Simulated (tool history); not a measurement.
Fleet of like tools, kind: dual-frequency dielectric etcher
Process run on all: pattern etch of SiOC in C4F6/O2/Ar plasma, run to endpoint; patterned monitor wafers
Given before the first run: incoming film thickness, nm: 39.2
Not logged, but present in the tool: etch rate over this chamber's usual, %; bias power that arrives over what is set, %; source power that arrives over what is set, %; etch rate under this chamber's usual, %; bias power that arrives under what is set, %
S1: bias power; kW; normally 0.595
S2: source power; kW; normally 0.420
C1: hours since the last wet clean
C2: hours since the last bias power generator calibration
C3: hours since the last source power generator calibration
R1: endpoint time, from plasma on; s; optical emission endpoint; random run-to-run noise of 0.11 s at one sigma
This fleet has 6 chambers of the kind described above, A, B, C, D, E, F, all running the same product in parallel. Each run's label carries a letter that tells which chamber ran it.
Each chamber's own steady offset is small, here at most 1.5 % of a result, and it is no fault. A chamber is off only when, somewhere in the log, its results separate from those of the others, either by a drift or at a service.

run	hour	S1	S2	C1	C2	C3	R1
1D	7.7	0.595	0.420	417.7	661.2	3548.2	12.143
2C	15.3	0.595	0.420	135.4	876.5	1068.1	12.239
3A	25.3	0.595	0.420	79.8	43.7	1773.8	12.034
4B	36.3	0.595	0.420	218.4	391.8	2889.9	12.148
5F	43.2	0.595	0.420	319.2	2087.6	2732.0	12.429
6E	49.1	0.654	0.460	462.2	1744.9	765.5	11.176
7F	57.4	0.654	0.460	333.4	2101.8	2746.2	11.576
8E	66.3	0.654	0.460	479.4	1762.1	782.7	11.243
# hour 69.1: chamber D: wet clean of the chamber
9C	72.3	0.654	0.460	192.4	933.5	1125.1	11.519
10A	81.3	0.654	0.460	135.8	99.7	1829.8	11.371
11D	86.8	0.654	0.460	17.8	740.3	3627.3	11.428
12B	95.0	0.595	0.420	277.1	450.5	2948.6	12.225
13A	100.0	0.595	0.420	154.5	118.4	1848.5	11.998
14D	111.0	0.595	0.420	42.0	764.5	3651.5	12.176
15F	116.5	0.595	0.420	392.5	2160.9	2805.3	12.182
16C	126.5	0.595	0.420	246.6	987.7	1179.3	12.407
17E	135.6	0.595	0.420	548.7	1831.4	852.0	12.237
18B	145.7	0.595	0.420	327.8	501.2	2999.3	12.266
19F	150.8	0.595	0.420	426.8	2195.2	2839.6	12.421
# hour 154.2: chamber E: wet clean of the chamber
20E	156.7	0.595	0.420	2.5	1852.5	873.1	12.238
21A	167.5	0.595	0.420	222.0	185.9	1916.0	12.113
22C	173.4	0.595	0.500	293.5	1034.6	1226.2	11.454
# hour 175.6: chamber F: wet clean of the chamber
23D	179.5	0.595	0.500	110.5	833.0	3720.0	11.372
24B	184.3	0.595	0.500	366.4	539.8	3037.9	11.433
25C	191.0	0.595	0.500	311.1	1052.2	1243.8	11.632
26B	201.3	0.595	0.500	383.4	556.8	3054.9	11.284
# hour 203.9: chamber C: wet clean of the chamber
27F	208.0	0.595	0.500	32.5	2252.4	2896.8	11.494
28E	215.4	0.595	0.420	61.2	1911.2	931.8	12.152
29A	220.2	0.595	0.420	274.7	238.6	1968.7	11.864
30D	227.3	0.595	0.420	158.3	880.8	3767.8	12.276
31A	236.1	0.595	0.420	290.6	254.5	1984.6	12.002
32B	246.9	0.595	0.420	429.0	602.4	3100.5	12.251
33C	257.5	0.595	0.420	53.7	1118.7	1310.3	12.391
34D	264.5	0.595	0.420	195.5	918.0	3805.0	12.041
# hour 272.4: chamber B: wet clean of the chamber
35F	273.6	0.595	0.420	98.1	2318.0	2962.4	12.071
36E	283.9	0.595	0.420	129.7	1979.7	1000.3	11.972
# hour 284.3: chamber B: source power generator calibrated
37B	289.8	0.489	0.420	17.4	645.3	5.5	13.235
38D	296.6	0.489	0.420	227.6	950.1	3837.1	12.998
# hour 301.2: chamber A: wet clean of the chamber
39C	303.3	0.489	0.420	99.5	1164.5	1356.1	13.199
40E	314.3	0.489	0.420	160.1	2010.1	1030.7	13.060
41F	325.4	0.489	0.420	149.9	2369.8	3014.2	13.107
42A	335.9	0.489	0.420	34.7	354.3	2084.4	13.156
43A	347.0	0.595	0.420	45.8	365.4	2095.5	12.145

All 6 chambers run these settings next. Forecast each chamber's results:
44A	354.9	0.595	0.470				?
44B	354.9	0.595	0.470				?
44C	354.9	0.595	0.470				?
44D	354.9	0.595	0.470				?
44E	354.9	0.595	0.470				?
44F	354.9	0.595	0.470				?

run	R1
44A	11.698
44B	11.659
44C	11.833
44D	11.781
44E	11.739
44F	11.660
